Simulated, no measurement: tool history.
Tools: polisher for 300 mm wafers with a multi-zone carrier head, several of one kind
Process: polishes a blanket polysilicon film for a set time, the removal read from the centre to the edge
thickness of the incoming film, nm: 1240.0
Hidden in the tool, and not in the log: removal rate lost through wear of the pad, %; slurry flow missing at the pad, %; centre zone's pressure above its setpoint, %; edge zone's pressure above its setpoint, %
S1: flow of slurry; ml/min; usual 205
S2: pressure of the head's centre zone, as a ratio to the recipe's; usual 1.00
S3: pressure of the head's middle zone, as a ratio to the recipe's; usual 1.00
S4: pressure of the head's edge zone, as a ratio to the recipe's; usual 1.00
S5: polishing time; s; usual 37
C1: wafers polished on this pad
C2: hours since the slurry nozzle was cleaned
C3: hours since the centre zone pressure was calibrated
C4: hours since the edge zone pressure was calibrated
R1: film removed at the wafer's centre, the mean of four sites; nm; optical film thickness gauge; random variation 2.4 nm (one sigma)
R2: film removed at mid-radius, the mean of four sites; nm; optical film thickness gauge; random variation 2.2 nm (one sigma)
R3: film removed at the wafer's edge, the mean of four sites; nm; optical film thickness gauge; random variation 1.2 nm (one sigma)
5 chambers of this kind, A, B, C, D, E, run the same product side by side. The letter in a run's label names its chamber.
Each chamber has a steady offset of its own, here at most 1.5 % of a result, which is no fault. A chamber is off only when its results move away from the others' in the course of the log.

run	hour	S1	S2	S3	S4	S5	C1	C2	C3	C4	R1	R2	R3
1A	2.5	205	1.00	1.00	1.00	37	528	399.1	101.1	774.5	157.14	161.48	159.57
2B	6.7	205	1.00	1.00	1.00	37	509	395.4	772.4	263.7	162.88	164.23	163.77
3E	9.7	205	1.00	1.00	1.00	37	707	202.0	50.2	351.0	160.40	160.10	163.29
4D	13.3	205	1.00	1.00	1.00	37	236	46.7	800.4	452.5	158.06	163.60	163.22
5C	15.7	205	1.00	1.00	1.00	37	709	278.9	197.5	309.6	164.50	166.37	161.07
6D	19.8	205	1.00	1.00	1.00	37	321	53.2	806.9	459.0	161.17	163.70	159.16
7B	22.2	205	1.00	1.00	1.00	37	712	410.9	787.9	279.2	160.54	162.46	161.71
8A	26.1	205	1.05	0.94	1.00	37	837	422.7	124.7	798.1	171.50	152.33	162.07
# hour 27.6: chamber A: worn pad replaced by a new one
# hour 28.4: chamber E: worn pad replaced by a new one
9C	30.3	205	1.05	0.94	1.00	37	900	293.5	212.1	324.2	171.57	154.76	161.32
10E	33.7	205	1.05	0.94	1.00	37	70	226.0	74.2	375.0	165.34	151.06	163.25
11E	37.0	205	1.05	0.94	1.00	37	113	229.3	77.5	378.3	170.04	149.69	161.43
# hour 39.1: chamber D: worn pad replaced by a new one
12A	39.9	205	1.05	0.94	1.00	37	162	436.5	138.5	811.9	169.02	150.10	164.02
13D	42.3	145	1.00	1.00	1.00	29	42	75.7	829.4	481.5	117.11	121.19	121.76
14B	46.4	145	1.00	1.00	1.00	29	1029	435.1	812.1	303.4	118.34	120.97	121.55
15C	49.7	145	1.00	1.00	1.00	29	1154	312.9	231.5	343.6	118.48	122.13	121.09
# hour 50.3: chamber B: worn pad replaced by a new one
16D	51.9	145	1.00	1.00	1.00	29	168	85.3	839.0	491.1	118.56	117.62	121.58
17C	54.2	145	1.00	1.00	1.00	29	1213	317.4	236.0	348.1	120.90	119.42	123.05
18A	57.3	205	1.00	1.00	1.00	37	390	453.9	155.9	829.3	161.35	162.51	163.28
19E	61.5	205	1.00	1.00	1.00	37	434	253.8	102.0	402.8	155.39	163.21	161.63
# hour 62.6: chamber C: worn pad replaced by a new one
20B	63.5	205	1.00	1.00	1.00	37	173	452.2	829.2	320.5	163.43	163.30	160.00
21E	67.5	205	1.00	1.00	1.00	37	512	259.8	108.0	408.8	154.26	159.68	162.72
22D	71.0	205	1.00	1.00	1.00	37	418	104.4	858.1	510.2	161.36	161.33	161.79
# hour 74.6: chamber D: centre zone pressure recalibrated
23B	75.3	205	1.00	1.00	1.00	37	327	464.0	841.0	332.3	162.48	161.20	163.56
24C	79.2	205	1.00	1.00	1.00	37	217	342.4	261.0	373.1	161.45	164.91	164.46
# hour 81.5: chamber A: worn pad replaced by a new one
25A	81.9	205	1.00	1.00	1.00	37	5	478.5	180.5	853.9	157.73	162.06	162.30
26A	85.5	205	1.00	1.00	1.00	37	52	482.1	184.1	857.5	167.65	164.11	161.30
27E	87.7	205	1.00	1.00	1.00	37	777	280.0	128.2	429.0	154.41	153.56	159.53
# hour 89.0: chamber D: worn pad replaced by a new one
28C	90.0	205	1.00	1.00	1.00	37	358	353.2	271.8	383.9	162.65	162.98	162.85
29D	94.0	205	1.00	1.00	1.00	37	65	127.4	19.4	533.2	163.45	167.53	161.90
30B	97.6	205	1.00	1.00	1.00	37	619	486.3	863.3	354.6	166.34	161.72	163.28
31D	100.8	205	1.00	1.00	1.00	37	154	134.2	26.2	540.0	163.56	163.86	162.83
# hour 102.0: chamber E: worn pad replaced by a new one
32B	103.6	205	1.00	1.00	1.00	37	698	492.3	869.3	360.6	157.91	164.63	165.38
33A	106.9	205	1.00	1.00	1.00	37	332	503.5	205.5	878.9	163.58	160.75	162.13
34E	110.0	255	1.00	1.00	0.95	37	105	302.3	150.5	451.3	162.91	160.39	157.78
35C	113.4	255	1.00	1.00	0.95	37	665	376.6	295.2	407.3	169.32	161.68	160.77
36A	117.2	255	1.00	1.00	0.95	37	467	513.8	215.8	889.2	166.40	167.56	162.79
# hour 118.6: chamber D: edge zone pressure recalibrated
37D	121.1	255	1.00	1.00	0.95	37	420	154.5	46.5	2.6	167.62	169.94	161.21
38E	124.3	255	1.00	1.00	0.95	37	292	316.6	164.8	465.6	155.39	157.36	155.04
# hour 124.6: chamber B: slurry nozzle cleaned
# hour 128.0: chamber B: worn pad replaced by a new one
39C	128.7	205	1.00	1.00	1.00	37	865	391.9	310.5	422.6	164.94	164.24	162.69
# hour 129.0: chamber B: centre zone pressure recalibrated
40B	131.7	205	1.00	1.00	1.00	37	49	7.2	2.8	388.7	162.30	164.89	162.22
41E	134.0	205	1.00	1.00	1.00	37	419	326.3	174.5	475.3	150.51	150.66	154.88
# hour 134.5: chamber C: edge zone pressure recalibrated
# hour 136.9: chamber D: worn pad replaced by a new one
42B	137.0	205	1.00	1.00	1.00	37	118	12.5	8.1	394.0	164.34	161.00	164.07
43C	140.7	205	1.00	1.00	1.00	37	1022	403.9	322.5	6.2	163.65	162.19	163.89
44D	144.2	205	1.00	1.00	1.00	37	95	177.6	69.6	25.7	165.87	164.72	161.61

All 5 chambers run these settings next. Forecast each chamber's results:
45A	147.4	205	1.00	1.00	1.00	37					?	?	?
45B	147.4	205	1.00	1.00	1.00	37					?	?	?
45C	147.4	205	1.00	1.00	1.00	37					?	?	?
45D	147.4	205	1.00	1.00	1.00	37					?	?	?
45E	147.4	205	1.00	1.00	1.00	37					?	?	?

run	R1	R2	R3
45A	164.53	163.15	160.75
45B	165.83	167.71	163.56
45C	162.99	161.14	161.78
45D	158.27	163.59	161.47
45E	148.84	148.97	152.98
